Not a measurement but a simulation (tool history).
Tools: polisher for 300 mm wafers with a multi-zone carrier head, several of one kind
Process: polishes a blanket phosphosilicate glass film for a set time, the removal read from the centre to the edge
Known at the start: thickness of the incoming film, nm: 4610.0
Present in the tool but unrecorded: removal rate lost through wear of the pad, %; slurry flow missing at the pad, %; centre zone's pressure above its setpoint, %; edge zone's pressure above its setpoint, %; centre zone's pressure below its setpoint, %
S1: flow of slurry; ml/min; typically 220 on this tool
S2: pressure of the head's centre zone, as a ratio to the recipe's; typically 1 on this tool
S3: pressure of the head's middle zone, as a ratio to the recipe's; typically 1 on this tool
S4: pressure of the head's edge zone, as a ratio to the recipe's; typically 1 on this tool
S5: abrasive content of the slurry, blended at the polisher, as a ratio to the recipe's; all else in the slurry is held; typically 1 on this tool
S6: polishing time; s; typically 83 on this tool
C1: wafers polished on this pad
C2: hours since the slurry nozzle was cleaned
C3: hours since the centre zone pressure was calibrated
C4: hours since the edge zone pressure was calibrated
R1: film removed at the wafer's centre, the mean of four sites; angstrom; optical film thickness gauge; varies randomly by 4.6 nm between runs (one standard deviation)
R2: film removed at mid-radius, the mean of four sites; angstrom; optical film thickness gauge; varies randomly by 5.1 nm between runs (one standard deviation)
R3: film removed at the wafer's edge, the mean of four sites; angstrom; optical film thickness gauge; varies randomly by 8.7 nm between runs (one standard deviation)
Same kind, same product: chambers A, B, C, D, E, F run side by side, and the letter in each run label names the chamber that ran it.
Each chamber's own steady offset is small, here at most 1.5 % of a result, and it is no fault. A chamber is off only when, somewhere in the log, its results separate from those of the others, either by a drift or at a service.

run	hour	S1	S2	S3	S4	S5	S6	C1	C2	C3	C4	R1	R2	R3
# hour 1.1: chamber E: worn pad replaced by a new one
1A	7.3	220	1	1	1	1	83	1037	106.9	630.1	389	6182.2	6161.4	6114.3
2C	15.5	220	1	1	1	1	83	984	418.4	72.6	1333.1	6207.9	6172	6395.8
# hour 15.8: chamber C: worn pad replaced by a new one
3B	21.1	220	1	1	1	1	83	801	187.4	1314.5	284.8	6081.1	6136.9	6081.6
4F	28.9	220	1	1	1	1	83	582	286	227.8	355.5	6167.3	6213.5	6262.1
# hour 30.2: chamber B: worn pad replaced by a new one
5D	34.3	220	1	1	1	1	83	416	319.9	323.1	530.5	6163.4	6281.4	6167.5
6E	40.7	220	1	1	1	1	83	256	46.1	395.6	65.1	6207.7	6093.7	6090
7D	46.5	220	1	1	1	1	83	495	332.1	335.3	542.7	6239.2	6272.3	6233.9
8F	52.7	175	1	1	1	1	83	736	309.8	251.6	379.3	5815.5	5878.9	5832.9
# hour 56.6: chamber F: worn pad replaced by a new one
9E	57.1	175	1	1	1	1	83	362	62.5	412	81.5	5965.8	5897.1	5914
10A	61.9	175	1	1	1	1	83	1390	161.5	684.7	443.6	5965.9	5860.1	6013.2
11C	69.9	175	1	1	1	1	83	349	472.8	127	1387.5	5968.3	5875.9	6046
# hour 71.3: chamber A: worn pad replaced by a new one
12B	77.7	175	1	1	1	1	83	307	244	1371.1	341.4	5905.4	5948.1	5877.3
13C	84.7	175	1	1	1	1	83	445	487.6	141.8	1402.3	5872	5977.2	5981.5
14D	90.6	220	1	1	1	1	83	780	376.2	379.4	586.8	6199.4	6145.2	6205.1
# hour 93.3: chamber B: centre zone pressure recalibrated
15A	96.7	220	1	1	1	1	83	164	196.3	719.5	478.4	6246.8	6099.1	6126.4
# hour 98.7: chamber C: edge zone pressure recalibrated
16F	103.8	220	1	1	1	1	83	305	360.9	302.7	430.4	6078.9	6103.4	6314.2
17E	107.4	220	1	1	1	1	83	687	112.8	462.3	131.8	6255.3	6118	6217.4
18B	113.2	220	1	1	1	1	83	537	279.5	19.9	376.9	5628.5	6058.9	6187.3
19A	121.3	220	1	1	1	1	83	323	220.9	744.1	503	6147.5	6049.5	6246.4
# hour 125.7: chamber D: worn pad replaced by a new one
20D	128.1	220	1	1	1	1	83	15	413.7	416.9	624.3	6181.5	6216.9	6396.6
21E	134.4	220	1	1	1	1	83	861	139.8	489.3	158.8	6220.7	6087.5	6083.5
22B	141.2	220	1	1	1	1	83	717	307.5	47.9	404.9	5542.1	6131.7	6066.7
23F	145.2	220	1	0.93	1	1	83	573	402.3	344.1	471.8	6116.4	5774.8	6365.3
# hour 147.8: chamber A: centre zone pressure recalibrated
# hour 149.8: chamber B: worn pad replaced by a new one
24C	150.5	220	1	0.93	1	1	83	870	553.4	207.6	51.8	6119.5	5703.7	6191.2
25D	158.3	220	1	0.93	1	1	83	210	443.9	447.1	654.5	6153.2	5785.3	6311.4
# hour 161.8: chamber F: worn pad replaced by a new one
26F	162.5	220	1	0.93	1	1	83	4	419.6	361.4	489.1	6129.1	5745.3	6249.6
27A	167.9	220	1	0.93	1	1	83	624	267.5	20.1	549.6	6188.6	5678.6	6284.4
28C	176.1	220	1	0.93	1	1	83	1036	579	233.2	77.4	6069.6	5824.9	6150.1
# hour 179.5: chamber C: worn pad replaced by a new one
29B	180.1	220	1	1	1	1	83	195	346.4	86.8	443.8	5608.5	6156.6	6196.9
30E	184.8	220	1	1	1	1	83	1187	190.2	539.7	209.2	6156.1	6146.7	6254.4
31E	190.2	220	1	1	1	1	83	1222	195.6	545.1	214.6	6193.4	6151.6	6099.4
# hour 194: chamber E: worn pad replaced by a new one
32D	197.4	150	1	1.07	1	1	83	463	483	486.2	693.6	5787.1	6326.9	5944.7
33A	201.9	150	1	1.07	1	1	83	844	301.5	54.1	583.6	5805.6	6189.1	5963.9
34F	209	150	1	1.07	1	1	83	305	466.1	407.9	535.6	5778.1	6239.9	5995.2
35C	213.5	150	1	1.07	1	1	83	219	616.4	270.6	114.8	5688.4	6160.2	5981.6
36B	217.7	150	1	1.07	1	1	83	438	384	124.4	481.4	5221.5	6113.4	5882.7
37A	224.4	150	1	1.07	1	1	83	989	324	76.6	606.1	5719.2	6115.8	5883.5
38B	229	220	1	1	1	1	83	511	395.3	135.7	492.7	5635.7	6031.7	6253.1
39F	234.1	220	1	1	1	1	83	467	491.2	433	560.7	6147	6119.5	6094.4
# hour 237.2: chamber D: slurry nozzle cleaned
40C	240.7	220	1	1	0.95	1	83	395	643.6	297.8	142	6143.6	6248	6058.9
41D	246.8	220	1	1	0.95	1	83	782	9.7	535.6	743	6180	6225.9	6244.9
42E	252.9	220	1	1	0.95	1	83	380	258.3	607.8	277.3	6295.1	6111.5	5983.5

Decide between three cases: one chamber stands off from its peers, the gauge reading all wafers drifts, or nothing is wrong past each chamber's small offset. Where a chamber is off, say which and what most likely put it there.

Chamber B has stood off from the others ever since a service on it.
Likeliest cause: centre zone's pressure below its setpoint, % = 7.31.

Chamber B could run next with any of the 4 candidate recipes listed below; each alters the usual settings, and their results appear as question marks. Which one brings its results back in line with what the other chambers deliver on the usual settings?
In line means no further than this from the other chambers' mean on the usual settings: R1 160 angstrom; R2 180 angstrom; R3 310 angstrom
43B-1	258.8	220	1.03	0.99	0.99	1	83					?	?	?
43B-2	258.8	225	1.07	0.98	0.98	1	84					?	?	?
43B-3	258.8	215	0.93	1.02	1.02	1	82					?	?	?
43B-4	258.8	220	0.97	1.01	1.01	1	83					?	?	?

Usual-settings mean across the other chambers: R1 6157.4 angstrom; R2 6151.9 angstrom; R3 6188 angstrom
run	R1	R2	R3
43B-1	5804.6	6077.1	6063.6
43B-2	6147.1	6111.2	6118.8
43B-3	5102	6152.4	6068.6
43B-4	5431.4	6190.2	6125.9
Change 43B-2 lands the chamber within the allowed miss of the other chambers.
